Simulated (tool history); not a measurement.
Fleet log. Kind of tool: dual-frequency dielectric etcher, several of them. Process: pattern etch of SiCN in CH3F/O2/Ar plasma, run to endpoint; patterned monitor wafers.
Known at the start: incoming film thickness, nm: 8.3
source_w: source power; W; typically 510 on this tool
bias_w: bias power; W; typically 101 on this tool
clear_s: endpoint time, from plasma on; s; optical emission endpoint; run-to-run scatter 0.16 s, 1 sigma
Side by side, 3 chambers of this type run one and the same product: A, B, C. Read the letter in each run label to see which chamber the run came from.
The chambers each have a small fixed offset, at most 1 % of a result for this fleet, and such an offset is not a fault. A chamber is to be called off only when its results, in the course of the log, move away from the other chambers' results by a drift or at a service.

run 1C day=0.171 | source_w=510 bias_w=101 | clear_s=17.922
run 2A day=0.462 | source_w=510 bias_w=101 | clear_s=17.607
run 3B day=0.625 | source_w=510 bias_w=101 | clear_s=17.916
run 4A day=0.788 | source_w=510 bias_w=101 | clear_s=17.436
run 5B day=0.971 | source_w=510 bias_w=101 | clear_s=18.013
run 6C day=1.196 | source_w=510 bias_w=101 | clear_s=17.9
run 7C day=1.458 | source_w=510 bias_w=101 | clear_s=17.972
run 8A day=1.679 | source_w=510 bias_w=101 | clear_s=17.796
run 9B day=1.967 | source_w=510 bias_w=101 | clear_s=17.972
-- day=2.008 chamber C: wet clean of the chamber
run 10B day=2.221 | source_w=510 bias_w=101 | clear_s=17.585
run 11A day=2.412 | source_w=510 bias_w=101 | clear_s=17.697
run 12C day=2.608 | source_w=510 bias_w=101 | clear_s=16.772
run 13A day=2.775 | source_w=510 bias_w=101 | clear_s=17.848
run 14C day=3.029 | source_w=510 bias_w=101 | clear_s=16.932
run 15B day=3.204 | source_w=510 bias_w=101 | clear_s=18.028
run 16A day=3.375 | source_w=510 bias_w=101 | clear_s=17.857
run 17C day=3.567 | source_w=510 bias_w=101 | clear_s=16.989
run 18B day=3.721 | source_w=630 bias_w=77 | clear_s=17.987
run 19B day=3.858 | source_w=630 bias_w=77 | clear_s=18.502
run 20A day=4.138 | source_w=630 bias_w=77 | clear_s=17.934
run 21C day=4.392 | source_w=510 bias_w=101 | clear_s=16.996
-- day=4.625 chamber A: wet clean of the chamber
run 22B day=4.625 | source_w=510 bias_w=101 | clear_s=18.14
run 23A day=4.808 | source_w=510 bias_w=101 | clear_s=17.726
run 24C day=5.029 | source_w=450 bias_w=109 | clear_s=17.163
run 25B day=5.238 | source_w=450 bias_w=109 | clear_s=18.391

Is one chamber off against the others, does the gauge drift, or is nothing wrong? If a chamber is off, say which, and what the likeliest cause is.

The work done on chamber C during a service left it standing apart from the others.
Likeliest cause: etch rate over this chamber's usual, % = 5.09.

Below are 4 candidate recipes for chamber C's next run, each the usual settings with a change, their results shown as question marks. Which of them brings C's results back in line with what the other chambers give on the usual settings?
Maximum distance from the other chambers' mean on the usual settings for a result to count as in line: clear_s 0.55 s
run 26C-1 day=5.45 | source_w=580 bias_w=115 | clear_s=?
run 26C-2 day=5.45 | source_w=510 bias_w=114 | clear_s=?
run 26C-3 day=5.45 | source_w=440 bias_w=87 | clear_s=?
run 26C-4 day=5.45 | source_w=480 bias_w=94 | clear_s=?

On the usual settings, the other chambers give on average: clear_s 17.874 s
run=26C-1 clear_s=15.467
run=26C-2 clear_s=16.259
run=26C-3 clear_s=18.962
run=26C-4 clear_s=17.857
It is 26C-4 that realigns the chamber with its peers.
